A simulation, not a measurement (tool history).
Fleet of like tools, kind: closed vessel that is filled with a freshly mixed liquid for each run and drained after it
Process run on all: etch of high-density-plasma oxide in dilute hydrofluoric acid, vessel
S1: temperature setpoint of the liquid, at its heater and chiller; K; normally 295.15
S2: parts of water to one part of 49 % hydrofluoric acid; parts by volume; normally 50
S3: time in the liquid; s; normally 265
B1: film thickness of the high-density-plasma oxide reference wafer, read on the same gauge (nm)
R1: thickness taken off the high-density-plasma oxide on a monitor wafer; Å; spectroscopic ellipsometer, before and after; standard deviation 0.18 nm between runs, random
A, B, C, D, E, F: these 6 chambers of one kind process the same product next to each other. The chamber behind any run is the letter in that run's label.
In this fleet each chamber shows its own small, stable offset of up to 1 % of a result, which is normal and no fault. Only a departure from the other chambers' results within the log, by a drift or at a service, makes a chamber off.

run	day	S1	S2	S3	B1	R1
1B	0.196	295.15	50	265	139.98	267.53
2F	0.379	295.15	50	265	139.98	267.92
3A	0.575	295.15	50	265	139.99	264.89
4C	0.771	295.15	50	265	140.03	261.44
5D	0.950	295.15	50	265	140.02	266.61
6E	1.171	291.65	50	265	139.98	231.19
# day 1.279: chamber A: hydrofluoric acid flow meter replaced
7F	1.500	291.65	50	265	139.99	231.11
8D	1.767	291.65	50	265	139.95	230.64
9A	1.975	291.65	50	265	139.99	226.85
10B	2.246	291.65	50	265	140.01	229.15
11C	2.521	291.65	50	265	140.04	225.11
12E	2.862	295.15	50	265	140.01	269.96
13A	3.042	295.15	50	265	139.97	263.55
14F	3.262	295.15	50	265	139.94	268.39
15D	3.617	295.15	50	265	140.01	262.19
16C	3.942	295.15	50	265	140.01	261.98
17B	4.275	295.15	50	265	140.00	268.50
18E	4.596	295.15	50	265	139.99	265.93
19D	4.833	295.15	50	265	140.01	257.00
20E	5.183	295.15	50	265	140.02	264.99
21A	5.433	295.15	50	265	139.99	264.95
22C	5.746	295.15	50	265	140.02	262.86
23F	5.979	295.15	50	265	139.97	268.32
# day 6.112: chamber C: hydrofluoric acid flow meter replaced
24B	6.154	295.15	50	265	139.98	267.93
25B	6.458	295.15	50	265	140.01	265.77
26A	6.754	295.15	50	265	140.01	266.33
27C	7.046	295.15	50	265	140.01	264.76
28D	7.204	295.15	50	265	140.02	249.86
29E	7.379	295.15	50	265	139.98	266.82
30F	7.700	295.15	30	265	139.99	453.64
31B	8.025	295.15	30	265	140.02	457.88
32D	8.217	295.15	30	265	139.99	427.54
33A	8.475	295.15	30	265	139.99	451.15
34E	8.800	295.15	30	265	140.03	456.80
35F	9.075	295.15	30	265	140.02	449.99
36C	9.325	295.15	50	265	140.02	263.43
37A	9.542	295.15	50	265	139.99	265.48
38C	9.858	295.15	50	265	140.04	259.52

Predict what each chamber gives when all 6 of them run the settings below next.
39A	10.117	295.15	50	265		?
39B	10.117	295.15	50	265		?
39C	10.117	295.15	50	265		?
39D	10.117	295.15	50	265		?
39E	10.117	295.15	50	265		?
39F	10.117	295.15	50	265		?

run	R1
39A	265.01
39B	266.47
39C	261.87
39D	245.11
39E	267.76
39F	264.81
